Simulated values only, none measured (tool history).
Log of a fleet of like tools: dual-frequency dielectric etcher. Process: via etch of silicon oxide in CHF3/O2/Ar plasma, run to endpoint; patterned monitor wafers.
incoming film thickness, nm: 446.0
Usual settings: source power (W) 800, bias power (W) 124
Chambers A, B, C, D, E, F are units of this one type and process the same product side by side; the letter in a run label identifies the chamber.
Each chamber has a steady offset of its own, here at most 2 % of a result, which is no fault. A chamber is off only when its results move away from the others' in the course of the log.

run,hour,source power (W),bias power (W),hours since the last wet clean,hours since the last source power generator calibration,hours since the last bias power generator calibration,endpoint time (s)
1A,3.4,800,124,37.1,3988.3,2113.1,225.77
2E,10.5,800,124,168.2,673.8,1005.2,222.18
3C,14.9,800,124,166.9,2054.4,1411,227.24
4D,20.6,800,124,312.8,1531.7,2352.2,227.38
5F,25.8,800,124,511.5,82,2117.9,228.83
6B,31.2,800,124,72.4,43.8,258.2,227.91
7D,37.9,800,124,330.1,1549,2369.5,228.86
# hour 42.4: chamber F: bias power generator calibrated
8E,44.2,800,124,201.9,707.5,1038.9,221.62
9C,48,800,124,200,2087.5,1444.1,226.49
10F,51.2,800,124,536.9,107.4,8.8,225.97
11B,56.3,800,124,97.5,68.9,283.3,228.06
12A,61.4,800,124,95.1,4046.3,2171.1,227.04
13F,64.7,800,124,550.4,120.9,22.3,228.5
14A,70.3,800,124,104,4055.2,2180,228.67
15C,73.9,800,124,225.9,2113.4,1470,226.81
16D,80.2,800,124,372.4,1591.3,2411.8,228.01
17E,86.2,800,124,243.9,749.5,1080.9,223.87
18B,89.7,800,124,130.9,102.3,316.7,226.3
# hour 92.7: chamber F: wet clean of the chamber
19E,94,800,124,251.7,757.3,1088.7,223.11
20A,98.5,800,124,132.2,4083.4,2208.2,228.29
21C,102.1,800,124,254.1,2141.6,1498.2,230.26
22B,105.5,800,124,146.7,118.1,332.5,225.67
23F,109.8,800,124,17.1,166,67.4,238.61
24D,115.3,710,124,407.5,1626.4,2446.9,237.47
25A,119.2,710,124,152.9,4104.1,2228.9,238.62
26E,124.3,710,124,282,787.6,1119,232.99
27D,127.9,710,124,420.1,1639,2459.5,239.16
28C,132.6,710,124,284.6,2172.1,1528.7,239.52
29B,137.3,710,124,178.5,149.9,364.3,239.45
30F,141.5,800,124,48.8,197.7,99.1,238.55
31E,147.7,800,146,305.4,811,1142.4,213.07
# hour 149: chamber D: wet clean of the chamber
32A,154.1,800,146,187.8,4139,2263.8,215.76
33D,159.1,800,146,10.2,1670.2,2490.7,216.9
34C,163.2,800,146,315.2,2202.7,1559.3,216.01
35B,170.3,800,146,211.5,182.9,397.3,215.37
36F,175.8,800,146,83.1,232,133.4,224.08
37E,182.3,800,124,340,845.6,1177,222.65
38D,188.5,800,124,39.6,1699.6,2520.1,224.37

Which is it: a chamber that has drifted or been left off by a service, a gauge drift common to all chambers, or only each chamber's usual small offset? If a chamber is off, name it and its likeliest cause.

The work done on chamber F during a service left it standing apart from the others.
What lies behind it: etch rate under this chamber's usual, % = 4.55.

Below are 4 candidate recipes for chamber F's next run, each the usual settings with a change, their results shown as question marks. Which of them brings F's results back in line with what the other chambers give on the usual settings?
In-line tolerance around the mean of the other chambers on the usual settings: endpoint time (s) 3.8
39F-1,193.7,630,124,,,,?
39F-2,193.7,800,103,,,,?
39F-3,193.7,860,131,,,,?
39F-4,193.7,1000,124,,,,?

What the other chambers average on the usual settings: endpoint time (s) 226.64
run,endpoint time (s)
39F-1,262.34
39F-2,251.65
39F-3,227.89
39F-4,218.06
The right change is 39F-3: it brings the chamber back within the allowed miss of the others.

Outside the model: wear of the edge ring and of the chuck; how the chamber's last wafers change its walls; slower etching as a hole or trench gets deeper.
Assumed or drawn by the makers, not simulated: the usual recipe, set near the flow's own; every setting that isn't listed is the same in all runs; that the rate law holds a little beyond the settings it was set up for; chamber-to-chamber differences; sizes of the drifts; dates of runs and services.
